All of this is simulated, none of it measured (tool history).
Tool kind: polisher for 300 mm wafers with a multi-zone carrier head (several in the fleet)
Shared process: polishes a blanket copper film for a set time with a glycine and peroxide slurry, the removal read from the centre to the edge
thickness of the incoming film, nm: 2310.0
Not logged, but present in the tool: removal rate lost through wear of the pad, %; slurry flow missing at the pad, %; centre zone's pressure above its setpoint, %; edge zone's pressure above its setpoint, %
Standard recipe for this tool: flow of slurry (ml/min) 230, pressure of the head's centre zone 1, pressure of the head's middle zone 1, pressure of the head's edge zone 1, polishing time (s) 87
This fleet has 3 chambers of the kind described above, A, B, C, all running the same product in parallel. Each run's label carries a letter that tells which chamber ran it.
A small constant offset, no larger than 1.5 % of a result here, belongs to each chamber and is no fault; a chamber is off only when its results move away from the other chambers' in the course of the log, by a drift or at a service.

| run | hour | flow of slurry (ml/min) | pressure of the head's centre zone | pressure of the head's middle zone | pressure of the head's edge zone | polishing time (s) | wafers polished on this pad | hours since the slurry nozzle was cleaned | hours since the centre zone pressure was calibrated | hours since the edge zone pressure was calibrated | film removed at the wafer's centre (angstrom) | film removed at mid-radius (angstrom) | film removed at the wafer's edge (angstrom) |
|---|---|---|---|---|---|---|---|---|---|---|---|---|---|
| 1A | 13.1 | 230 | 1 | 1 | 1 | 87 | 845 | 343.7 | 472.7 | 299 | 5524.2 | 5477.5 | 5429.1 |
| 2B | 24.2 | 230 | 1 | 1 | 1 | 87 | 482 | 995.7 | 180.9 | 765.5 | 5666.1 | 5552.4 | 5653.2 |
| 3C | 34.5 | 230 | 1 | 1 | 1 | 87 | 1358 | 84.5 | 1162.1 | 275.5 | 5487.1 | 5463.2 | 5712.5 |
|  | 37.3 | chamber B: slurry nozzle cleaned |
|  | 39 | chamber C: worn pad replaced by a new one |
| 4A | 47.5 | 230 | 1 | 1 | 1 | 87 | 1183 | 378.1 | 507.1 | 333.4 | 5614.4 | 5499.7 | 5583.9 |
| 5C | 53.7 | 230 | 1 | 0.9 | 1 | 87 | 144 | 103.7 | 1181.3 | 294.7 | 5609.4 | 5104.2 | 5631.3 |
| 6B | 66.8 | 230 | 1 | 0.9 | 1 | 87 | 901 | 29.6 | 223.5 | 808.1 | 5702.5 | 5200.2 | 5621.1 |
|  | 77.4 | chamber A: worn pad replaced by a new one |
| 7A | 78.4 | 230 | 1 | 0.9 | 1 | 87 | 10 | 409 | 538 | 364.3 | 5624.5 | 5177.2 | 5565.8 |
| 8C | 90.6 | 230 | 1 | 1 | 1 | 87 | 507 | 140.6 | 1218.2 | 331.6 | 5645 | 5651.2 | 5671.7 |
| 9B | 98.2 | 230 | 1 | 1 | 1 | 87 | 1210 | 61 | 254.9 | 839.5 | 5669.7 | 5772 | 5586.9 |
| 10A | 109 | 230 | 1 | 1 | 1 | 87 | 311 | 439.6 | 568.6 | 394.9 | 5562.6 | 5707.5 | 5594 |
| 11C | 122.1 | 230 | 1 | 1 | 1 | 87 | 817 | 172.1 | 1249.7 | 363.1 | 5606.7 | 5704.7 | 5593.5 |
| 12B | 132.7 | 230 | 1 | 1 | 1 | 87 | 1549 | 95.5 | 289.4 | 874 | 5615.2 | 5660.5 | 5652.2 |
| 13C | 142.5 | 230 | 1 | 1 | 1 | 87 | 1018 | 192.5 | 1270.1 | 383.5 | 5670.8 | 5638.4 | 5609.3 |
| 14B | 153.6 | 230 | 1 | 1 | 1 | 87 | 1755 | 116.4 | 310.3 | 894.9 | 5521.6 | 5608.6 | 5624.8 |
|  | 160.2 | chamber C: worn pad replaced by a new one |
| 15A | 166.1 | 230 | 1 | 1 | 1 | 87 | 873 | 496.7 | 625.7 | 452 | 5621.9 | 5621.5 | 5573.5 |
| 16C | 178.5 | 230 | 1 | 1 | 1 | 87 | 180 | 228.5 | 1306.1 | 419.5 | 5524.5 | 5695.3 | 5682.2 |
| 17A | 190.6 | 230 | 1 | 1 | 1.04 | 87 | 1114 | 521.2 | 650.2 | 476.5 | 5692 | 5810.6 | 5716 |
| 18B | 201.1 | 230 | 1 | 1 | 1.04 | 87 | 2222 | 163.9 | 357.8 | 942.4 | 5515 | 5594 | 5749.7 |
| 19A | 209.7 | 230 | 1 | 1 | 1.04 | 87 | 1302 | 540.3 | 669.3 | 495.6 | 5663.3 | 5610.1 | 5705.4 |
|  | 212.9 | chamber A: worn pad replaced by a new one |
| 20B | 218.3 | 230 | 1 | 1 | 1 | 87 | 2392 | 181.1 | 375 | 959.6 | 5509.9 | 5524.1 | 5401.8 |
|  | 223.3 | chamber A: centre zone pressure recalibrated |
| 21C | 229.1 | 230 | 1 | 1 | 1 | 87 | 678 | 279.1 | 1356.7 | 470.1 | 5627 | 5483 | 5853.7 |
| 22C | 240.7 | 230 | 0.94 | 1 | 1 | 96 | 792 | 290.7 | 1368.3 | 481.7 | 5784.9 | 6110.5 | 6229.8 |
| 23B | 252.2 | 230 | 0.94 | 1 | 1 | 96 | 2725 | 215 | 408.9 | 993.5 | 5601.6 | 5968.4 | 6047.8 |
| 24A | 258.7 | 230 | 0.94 | 1 | 1 | 96 | 450 | 589.3 | 35.4 | 544.6 | 5753.6 | 6270.5 | 6158.2 |
| 25B | 271.6 | 230 | 1 | 1 | 1 | 87 | 2916 | 234.4 | 428.3 | 1012.9 | 5421.5 | 5365.2 | 5485.8 |
| 26A | 280.1 | 230 | 1 | 1 | 1 | 87 | 661 | 610.7 | 56.8 | 566 | 5476.7 | 5673.9 | 5602.4 |
|  | 285.8 | chamber A: slurry nozzle cleaned |
| 27C | 288.1 | 230 | 1 | 1 | 1 | 87 | 1258 | 338.1 | 1415.7 | 529.1 | 5652.5 | 5703.2 | 5748.1 |
| 28A | 295.1 | 230 | 1 | 1 | 1.07 | 87 | 809 | 9.3 | 71.8 | 581 | 5510.2 | 5649 | 5636.3 |
| 29B | 305.5 | 230 | 1 | 1 | 1.07 | 87 | 3250 | 268.3 | 462.2 | 1046.8 | 5312.6 | 5284.2 | 5487.5 |
|  | 312.5 | chamber C: worn pad replaced by a new one |
| 30C | 315.7 | 230 | 1 | 1 | 1.07 | 87 | 31 | 365.7 | 1443.3 | 556.7 | 5652 | 5825.2 | 5785.3 |

Predict what each chamber gives when all 3 of them run the settings below next.
| 31A | 325.3 | 230 | 1.1 | 1 | 1 | 87 |  |  |  |  | ? | ? | ? |
| 31B | 325.3 | 230 | 1.1 | 1 | 1 | 87 |  |  |  |  | ? | ? | ? |
| 31C | 325.3 | 230 | 1.1 | 1 | 1 | 87 |  |  |  |  | ? | ? | ? |

| run | film removed at the wafer's centre (angstrom) | film removed at mid-radius (angstrom) | film removed at the wafer's edge (angstrom) |
|---|---|---|---|
| 31A | 6166.9 | 5596.8 | 5476.7 |
| 31B | 5895.3 | 5275.2 | 5429.6 |
| 31C | 6232.5 | 5772.4 | 5756.2 |
